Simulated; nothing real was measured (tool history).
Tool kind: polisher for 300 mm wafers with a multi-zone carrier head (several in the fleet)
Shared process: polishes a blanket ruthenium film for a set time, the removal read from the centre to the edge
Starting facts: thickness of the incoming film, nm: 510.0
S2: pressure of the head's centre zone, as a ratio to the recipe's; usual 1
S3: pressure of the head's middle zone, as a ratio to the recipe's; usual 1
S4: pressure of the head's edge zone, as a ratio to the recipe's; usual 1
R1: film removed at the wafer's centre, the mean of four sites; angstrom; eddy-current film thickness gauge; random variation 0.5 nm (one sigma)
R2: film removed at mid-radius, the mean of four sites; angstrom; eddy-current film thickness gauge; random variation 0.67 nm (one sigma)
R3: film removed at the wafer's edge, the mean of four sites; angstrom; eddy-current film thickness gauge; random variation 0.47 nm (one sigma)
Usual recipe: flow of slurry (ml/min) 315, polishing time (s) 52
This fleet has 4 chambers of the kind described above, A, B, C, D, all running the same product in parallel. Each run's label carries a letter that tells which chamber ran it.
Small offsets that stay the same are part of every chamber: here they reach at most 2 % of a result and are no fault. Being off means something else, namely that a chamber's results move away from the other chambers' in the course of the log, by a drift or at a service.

{"run": "1B", "hour": 3.1, "flow of slurry (ml/min)": 315, "S2": 1, "S3": 1, "S4": 1, "polishing time (s)": 52, "R1": 707.03, "R2": 698.43, "R3": 700.16}
{"run": "2D", "hour": 6.1, "flow of slurry (ml/min)": 315, "S2": 1, "S3": 1, "S4": 1, "polishing time (s)": 52, "R1": 710.89, "R2": 698.77, "R3": 708.65}
{"run": "3A", "hour": 11.0, "flow of slurry (ml/min)": 315, "S2": 1, "S3": 1, "S4": 1, "polishing time (s)": 52, "R1": 687.63, "R2": 693.27, "R3": 701.55}
{"run": "4C", "hour": 15.9, "flow of slurry (ml/min)": 315, "S2": 1, "S3": 1, "S4": 1, "polishing time (s)": 52, "R1": 709.15, "R2": 712.98, "R3": 694.2}
{"hour": 18.8, "done": "chamber A: edge zone pressure recalibrated"}
{"run": "5C", "hour": 19.0, "flow of slurry (ml/min)": 315, "S2": 1, "S3": 1, "S4": 1, "polishing time (s)": 52, "R1": 699.96, "R2": 692.5, "R3": 707.79}
{"hour": 21.0, "done": "chamber D: worn pad replaced by a new one"}
{"hour": 21.3, "done": "chamber C: slurry nozzle cleaned"}
{"run": "6A", "hour": 21.5, "flow of slurry (ml/min)": 315, "S2": 0.92, "S3": 1, "S4": 1, "polishing time (s)": 52, "R1": 637.62, "R2": 694.87, "R3": 704.77}
{"run": "7B", "hour": 23.8, "flow of slurry (ml/min)": 315, "S2": 0.92, "S3": 1, "S4": 1, "polishing time (s)": 52, "R1": 638.38, "R2": 704.53, "R3": 697.62}
{"run": "8D", "hour": 27.8, "flow of slurry (ml/min)": 315, "S2": 0.92, "S3": 1, "S4": 1, "polishing time (s)": 52, "R1": 644.32, "R2": 715.92, "R3": 704.56}
{"run": "9B", "hour": 31.9, "flow of slurry (ml/min)": 315, "S2": 0.92, "S3": 1, "S4": 1, "polishing time (s)": 52, "R1": 627.7, "R2": 690.74, "R3": 698.46}
{"run": "10D", "hour": 35.4, "flow of slurry (ml/min)": 315, "S2": 1, "S3": 1, "S4": 1, "polishing time (s)": 52, "R1": 713.98, "R2": 713.99, "R3": 703.08}
{"run": "11A", "hour": 38.8, "flow of slurry (ml/min)": 315, "S2": 1, "S3": 1, "S4": 1, "polishing time (s)": 52, "R1": 696.08, "R2": 706.6, "R3": 702.16}
{"run": "12C", "hour": 42.5, "flow of slurry (ml/min)": 315, "S2": 1, "S3": 1, "S4": 1, "polishing time (s)": 52, "R1": 702.44, "R2": 706.76, "R3": 690}
{"run": "13D", "hour": 45.5, "flow of slurry (ml/min)": 315, "S2": 1, "S3": 1, "S4": 1, "polishing time (s)": 52, "R1": 699.43, "R2": 713.79, "R3": 707.58}
{"run": "14B", "hour": 50.0, "flow of slurry (ml/min)": 315, "S2": 1, "S3": 1, "S4": 1, "polishing time (s)": 52, "R1": 678.48, "R2": 690.84, "R3": 693.86}
{"run": "15C", "hour": 54.2, "flow of slurry (ml/min)": 315, "S2": 1, "S3": 1, "S4": 1, "polishing time (s)": 52, "R1": 698.17, "R2": 714.28, "R3": 701.06}
{"run": "16A", "hour": 58.8, "flow of slurry (ml/min)": 315, "S2": 1, "S3": 1, "S4": 1, "polishing time (s)": 52, "R1": 689.59, "R2": 711.8, "R3": 696.94}
{"run": "17B", "hour": 62.5, "flow of slurry (ml/min)": 315, "S2": 1, "S3": 1, "S4": 0.92, "polishing time (s)": 52, "R1": 686.65, "R2": 689.66, "R3": 643.68}
{"run": "18A", "hour": 65.9, "flow of slurry (ml/min)": 315, "S2": 1, "S3": 1, "S4": 0.92, "polishing time (s)": 52, "R1": 701.3, "R2": 700.16, "R3": 667.06}
{"run": "19C", "hour": 68.5, "flow of slurry (ml/min)": 315, "S2": 1, "S3": 1, "S4": 0.92, "polishing time (s)": 52, "R1": 710.67, "R2": 703.93, "R3": 667.64}
{"run": "20D", "hour": 71.5, "flow of slurry (ml/min)": 315, "S2": 1, "S3": 1, "S4": 0.92, "polishing time (s)": 52, "R1": 707.49, "R2": 708.4, "R3": 675}
{"hour": 74.6, "done": "chamber C: worn pad replaced by a new one"}
{"run": "21A", "hour": 75.7, "flow of slurry (ml/min)": 315, "S2": 1, "S3": 1, "S4": 1, "polishing time (s)": 52, "R1": 688.76, "R2": 689.94, "R3": 704.41}
{"hour": 77.4, "done": "chamber D: worn pad replaced by a new one"}
{"run": "22D", "hour": 78.1, "flow of slurry (ml/min)": 315, "S2": 1, "S3": 1, "S4": 1, "polishing time (s)": 52, "R1": 702.14, "R2": 702.61, "R3": 715.1}
{"run": "23C", "hour": 83.0, "flow of slurry (ml/min)": 315, "S2": 1, "S3": 1, "S4": 1, "polishing time (s)": 52, "R1": 703.65, "R2": 710.91, "R3": 709.91}
{"run": "24B", "hour": 87.7, "flow of slurry (ml/min)": 315, "S2": 1, "S3": 1, "S4": 1, "polishing time (s)": 52, "R1": 670.21, "R2": 662.36, "R3": 660.87}
{"run": "25C", "hour": 91.1, "flow of slurry (ml/min)": 315, "S2": 1, "S3": 1, "S4": 1, "polishing time (s)": 52, "R1": 710.12, "R2": 708.55, "R3": 700.93}
{"run": "26A", "hour": 95.9, "flow of slurry (ml/min)": 315, "S2": 1, "S3": 1, "S4": 1, "polishing time (s)": 52, "R1": 706.15, "R2": 699.26, "R3": 700.71}
{"run": "27D", "hour": 99.3, "flow of slurry (ml/min)": 315, "S2": 1, "S3": 1, "S4": 1, "polishing time (s)": 52, "R1": 709.52, "R2": 717.31, "R3": 711.81}
{"hour": 100.2, "done": "chamber C: centre zone pressure recalibrated"}
{"run": "28B", "hour": 101.9, "flow of slurry (ml/min)": 315, "S2": 1, "S3": 1, "S4": 1, "polishing time (s)": 52, "R1": 665.09, "R2": 669.05, "R3": 663.23}
{"hour": 102.9, "done": "chamber B: centre zone pressure recalibrated"}
{"run": "29B", "hour": 106.5, "flow of slurry (ml/min)": 315, "S2": 1, "S3": 1, "S4": 1, "polishing time (s)": 52, "R1": 658.47, "R2": 661.15, "R3": 667.42}
{"run": "30A", "hour": 110.7, "flow of slurry (ml/min)": 315, "S2": 1, "S3": 1, "S4": 1, "polishing time (s)": 52, "R1": 695.6, "R2": 709.39, "R3": 698.07}
{"run": "31C", "hour": 115.7, "flow of slurry (ml/min)": 315, "S2": 1, "S3": 1, "S4": 1, "polishing time (s)": 52, "R1": 716.21, "R2": 705.37, "R3": 702.81}
{"run": "32D", "hour": 118.7, "flow of slurry (ml/min)": 315, "S2": 1, "S3": 1, "S4": 1, "polishing time (s)": 52, "R1": 703.41, "R2": 708.31, "R3": 701.79}

Which is it: a chamber that has drifted or been left off by a service, a gauge drift common to all chambers, or only each chamber's usual small offset? If a chamber is off, name it and its likeliest cause.

It is chamber B that slowly wanders off from its peers.
Cause: removal rate lost through wear of the pad, % = 7.19.

Which of the 4 candidates below, each the usual settings with something changed and its results left as question marks, puts chamber B back in line with what the other chambers give on the usual settings?
In line means no further than this from the other chambers' mean on the usual settings: R1 17 angstrom; R2 24 angstrom; R3 16 angstrom
{"run": "33B-1", "hour": 122.3, "flow of slurry (ml/min)": 320, "S2": 1, "S3": 1.01, "S4": 1, "polishing time (s)": 58, "R1": "?", "R2": "?", "R3": "?"}
{"run": "33B-2", "hour": 122.3, "flow of slurry (ml/min)": 310, "S2": 1, "S3": 0.99, "S4": 1, "polishing time (s)": 46, "R1": "?", "R2": "?", "R3": "?"}
{"run": "33B-3", "hour": 122.3, "flow of slurry (ml/min)": 315, "S2": 1, "S3": 1, "S4": 1, "polishing time (s)": 56, "R1": "?", "R2": "?", "R3": "?"}
{"run": "33B-4", "hour": 122.3, "flow of slurry (ml/min)": 315, "S2": 1, "S3": 1, "S4": 1, "polishing time (s)": 48, "R1": "?", "R2": "?", "R3": "?"}

Average result of the remaining chambers running the usual settings: R1 703.35 angstrom; R2 706.28 angstrom; R3 700.56 angstrom
run=33B-1 R1=731.13 R2=739.71 R3=729.18
run=33B-2 R1=577.87 R2=574.45 R3=577.17
run=33B-3 R1=704.73 R2=706.77 R3=703.35
run=33B-4 R1=604.05 R2=605.8 R3=602.87
With 33B-3, the chamber falls back in line with the rest.
